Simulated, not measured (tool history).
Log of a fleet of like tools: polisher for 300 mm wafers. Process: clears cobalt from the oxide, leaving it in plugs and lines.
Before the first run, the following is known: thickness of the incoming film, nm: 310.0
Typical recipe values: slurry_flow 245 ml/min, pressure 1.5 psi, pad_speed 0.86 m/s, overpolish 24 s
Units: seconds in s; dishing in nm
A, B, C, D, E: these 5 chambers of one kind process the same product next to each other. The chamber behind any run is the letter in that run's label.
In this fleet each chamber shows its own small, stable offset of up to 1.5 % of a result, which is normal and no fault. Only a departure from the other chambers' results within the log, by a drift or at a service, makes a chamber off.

| run | hour | slurry_flow | pressure | pad_speed | overpolish | seconds | dishing |
|---|---|---|---|---|---|---|---|
|  | 2.1 | chamber C: worn pad replaced by a new one |
| 1D | 6.7 | 245 | 1.5 | 0.86 | 24 | 107.230 | 38.741 |
|  | 12.4 | chamber B: slurry nozzle cleaned |
| 2C | 13.5 | 245 | 1.5 | 0.86 | 24 | 106.010 | 40.135 |
|  | 15.0 | chamber D: worn pad replaced by a new one |
| 3E | 21.8 | 245 | 1.5 | 0.86 | 24 | 106.770 | 37.813 |
| 4A | 30.0 | 245 | 1.5 | 0.86 | 24 | 109.640 | 39.772 |
| 5B | 34.6 | 245 | 1.5 | 0.86 | 24 | 104.480 | 38.923 |
| 6A | 41.1 | 245 | 1.5 | 0.86 | 24 | 111.030 | 38.052 |
| 7B | 50.6 | 245 | 1.5 | 0.86 | 24 | 106.250 | 38.952 |
| 8C | 60.7 | 245 | 1.5 | 0.86 | 24 | 105.930 | 39.442 |
| 9E | 66.4 | 165 | 1.8 | 0.86 | 24 | 95.652 | 41.649 |
|  | 69.3 | chamber E: worn pad replaced by a new one |
| 10D | 71.5 | 165 | 1.8 | 0.86 | 24 | 94.618 | 40.723 |
| 11A | 77.3 | 165 | 1.8 | 0.86 | 24 | 94.593 | 42.241 |
| 12E | 82.6 | 165 | 1.8 | 0.86 | 24 | 92.186 | 39.420 |
|  | 87.9 | chamber B: worn pad replaced by a new one |
| 13B | 88.5 | 165 | 1.8 | 0.86 | 24 | 93.257 | 42.552 |
| 14C | 93.7 | 245 | 1.5 | 0.86 | 24 | 105.970 | 38.415 |
| 15D | 99.6 | 245 | 1.5 | 0.86 | 34 | 108.550 | 45.437 |
|  | 101.8 | chamber A: slurry nozzle cleaned |
|  | 106.7 | chamber C: worn pad replaced by a new one |
| 16A | 106.8 | 245 | 1.5 | 0.86 | 34 | 106.710 | 44.298 |
| 17B | 113.1 | 245 | 1.5 | 0.86 | 34 | 105.430 | 44.578 |
|  | 116.6 | chamber D: worn pad replaced by a new one |
| 18C | 123.4 | 245 | 1.5 | 0.86 | 34 | 108.030 | 45.000 |
|  | 127.7 | chamber A: worn pad replaced by a new one |
| 19D | 131.5 | 245 | 1.5 | 0.86 | 34 | 105.580 | 44.133 |
| 20E | 136.9 | 245 | 2.0 | 0.86 | 19 | 79.811 | 40.002 |
| 21B | 146.5 | 245 | 2.0 | 0.86 | 19 | 80.992 | 38.364 |
|  | 147.1 | chamber E: worn pad replaced by a new one |
| 22D | 151.1 | 245 | 2.0 | 0.86 | 19 | 78.311 | 39.489 |
|  | 154.3 | chamber E: slurry nozzle cleaned |
| 23A | 161.1 | 245 | 2.0 | 0.86 | 19 | 78.797 | 40.342 |
| 24E | 165.8 | 245 | 2.0 | 0.86 | 19 | 81.614 | 39.843 |
| 25C | 175.0 | 245 | 1.5 | 0.86 | 24 | 108.030 | 38.648 |
| 26B | 181.8 | 245 | 1.5 | 0.86 | 24 | 105.750 | 39.473 |
|  | 186.0 | chamber C: worn pad replaced by a new one |
| 27C | 189.1 | 245 | 1.5 | 0.86 | 24 | 108.610 | 38.512 |
| 28E | 195.9 | 245 | 1.5 | 0.86 | 24 | 107.320 | 38.292 |
| 29A | 200.5 | 245 | 1.5 | 0.86 | 24 | 104.740 | 37.940 |
|  | 201.7 | chamber D: worn pad replaced by a new one |
|  | 209.5 | chamber E: worn pad replaced by a new one |
| 30D | 210.7 | 245 | 1.5 | 0.86 | 24 | 104.410 | 39.165 |
| 31E | 215.6 | 205 | 1.5 | 0.86 | 11 | 107.740 | 23.925 |

For the next run the whole fleet of 5 chambers uses the same settings. Give each chamber's results:
| 32A | 223.2 | 245 | 1.3 | 0.86 | 24 | ? | ? |
| 32B | 223.2 | 245 | 1.3 | 0.86 | 24 | ? | ? |
| 32C | 223.2 | 245 | 1.3 | 0.86 | 24 | ? | ? |
| 32D | 223.2 | 245 | 1.3 | 0.86 | 24 | ? | ? |
| 32E | 223.2 | 245 | 1.3 | 0.86 | 24 | ? | ? |

| run | seconds | dishing |
|---|---|---|
| 32A | 121.040 | 36.077 |
| 32B | 126.770 | 36.155 |
| 32C | 121.980 | 36.550 |
| 32D | 123.990 | 35.526 |
| 32E | 121.960 | 36.491 |
